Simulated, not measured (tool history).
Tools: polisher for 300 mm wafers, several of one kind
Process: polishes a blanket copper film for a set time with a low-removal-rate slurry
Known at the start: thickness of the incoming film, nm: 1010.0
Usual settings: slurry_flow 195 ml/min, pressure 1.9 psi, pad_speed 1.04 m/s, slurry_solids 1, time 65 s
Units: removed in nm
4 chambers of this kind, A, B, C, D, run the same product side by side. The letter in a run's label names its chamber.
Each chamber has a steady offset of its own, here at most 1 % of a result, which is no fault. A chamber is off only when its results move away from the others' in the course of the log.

run	hour	slurry_flow	pressure	pad_speed	slurry_solids	time	wafers polished on this pad	hours since the slurry nozzle was cleaned	hours since the head pressure was calibrated	hours since the slurry blender was calibrated	removed
1B	8.5	195	1.9	1.04	1	65	284	46.6	945.9	343.1	140.5
2A	15.6	195	1.9	1.04	1	65	655	336.6	611.4	254.7	139.7
# hour 15.7: chamber D: worn pad replaced by a new one
3C	27.8	195	1.9	1.04	1	65	457	323.4	365	88.9	138.54
# hour 35.6: chamber A: worn pad replaced by a new one
4D	38	195	1.9	1.04	1	65	240	87.8	240	222.1	140.04
5D	45.7	195	1.9	1.04	1	65	323	95.5	247.7	229.8	139.93
6C	55.6	195	1.9	1.04	1	65	757	351.2	392.8	116.7	141.89
# hour 55.8: chamber C: slurry nozzle cleaned
7B	68.8	195	1.9	1.04	1	65	934	106.9	1006.2	403.4	141.71
# hour 72.3: chamber C: worn pad replaced by a new one
# hour 76.8: chamber A: slurry blender recalibrated
8A	76.9	195	1.9	1.04	1	65	445	397.9	672.7	0.1	141.97
# hour 77.5: chamber B: worn pad replaced by a new one
9D	88.4	195	1.9	1.04	1	65	783	138.2	290.4	272.5	140.13
10B	101.4	195	1.9	1.04	1	65	257	139.5	1038.8	436	138.37
# hour 110.6: chamber D: worn pad replaced by a new one
11C	111.3	195	1.9	1.04	1	65	420	55.5	448.5	172.4	141.05
# hour 111.4: chamber A: worn pad replaced by a new one
# hour 119.7: chamber B: slurry blender recalibrated
12A	126.6	195	1.9	1.04	1	65	164	447.6	722.4	49.8	138.76
# hour 134.2: chamber D: head pressure recalibrated
13A	140.7	195	1.9	1.04	1	65	316	461.7	736.5	63.9	137.84
14C	149.9	195	1.9	1.04	1	65	836	94.1	487.1	211	145.36
# hour 154.7: chamber C: slurry blender recalibrated
15D	158.4	195	1.9	1.04	1	65	515	208.2	24.3	342.5	140.75
# hour 164.6: chamber C: worn pad replaced by a new one
16B	172	195	1.9	1.04	1	65	1017	210.1	1109.4	52.3	140.37
# hour 176.9: chamber B: worn pad replaced by a new one
17C	180.7	195	1.9	1.04	0.85	65	173	124.9	517.9	26	138.67
18D	195.9	195	1.9	1.04	0.85	65	919	245.7	61.8	380	138.56
# hour 197.5: chamber A: worn pad replaced by a new one
19A	209	195	1.9	1.04	0.85	65	124	530	804.8	132.2	133.02
# hour 210.1: chamber D: worn pad replaced by a new one
20B	216.8	195	1.9	1.04	0.85	65	430	254.9	1154.2	97.1	133.82
21C	226.3	195	1.9	1.04	1	65	664	170.5	563.5	71.6	144.06
# hour 235.5: chamber D: slurry nozzle cleaned
# hour 238.1: chamber D: slurry blender recalibrated
22A	241	195	1.9	1.04	1	65	469	562	836.8	164.2	140.76
# hour 246.8: chamber C: worn pad replaced by a new one
23B	252.6	195	1.9	1.04	1	65	815	290.7	1190	132.9	139.79
# hour 255.6: chamber B: worn pad replaced by a new one
24D	262.4	195	1.9	1.04	1	65	564	27	128.3	24.4	143.58
# hour 272.9: chamber B: slurry nozzle cleaned
25A	274	195	1.4	1.04	1.2	65	824	595	869.8	197.2	105.72
26C	282.9	195	1.4	1.04	1.2	65	389	227.1	620.1	128.2	108.44
27D	290.9	195	1.4	1.04	1.2	65	871	55.5	156.8	52.9	107.56
# hour 294.8: chamber A: worn pad replaced by a new one
# hour 295.7: chamber D: worn pad replaced by a new one
28B	299.3	195	1.4	1.04	1.2	65	471	26.4	1236.7	179.6	106.81
29A	313.7	195	1.9	1.04	1	65	203	634.7	909.5	236.9	137.16
30C	327	195	1.9	1.04	1	65	864	271.2	664.2	172.3	141.45
31B	334.8	195	1.9	1.04	1	65	853	61.9	1272.2	215.1	140.84
# hour 336.2: chamber C: worn pad replaced by a new one
# hour 339.7: chamber B: worn pad replaced by a new one
32D	344.6	195	1.9	1.04	1	65	526	109.2	210.5	106.6	140.38
33A	351.8	195	1.9	1.04	1	65	614	672.8	947.6	275	138.41
34B	364.6	195	1.9	1.04	1	65	269	91.7	1302	244.9	140.03
35D	372.5	195	1.9	1.04	1	65	827	137.1	238.4	134.5	139.86
# hour 373.4: chamber C: slurry blender recalibrated
# hour 382.2: chamber D: worn pad replaced by a new one
# hour 383.7: chamber A: worn pad replaced by a new one
36C	386.3	195	1.9	1.04	1	65	539	330.5	723.5	13	141.6
37D	396.8	195	1.9	1.04	1	65	157	161.4	262.7	158.8	141.81
38A	407.3	195	1.9	1.04	1	65	254	728.3	1003.1	330.5	139.6
39B	414.7	195	1.9	1.04	1	65	808	141.8	1352.1	295	140.41
40C	426.7	195	1.9	1.04	1	65	974	370.9	763.9	53.4	137.81
41C	434.8	195	1.9	1.04	1	65	1062	379	772	61.5	140.83

Is one chamber off against the others, does the gauge drift, or is nothing wrong? If a chamber is off, say which, and what the likeliest cause is.

No chamber stands off beyond its own small offset, and the gauge holds steady.
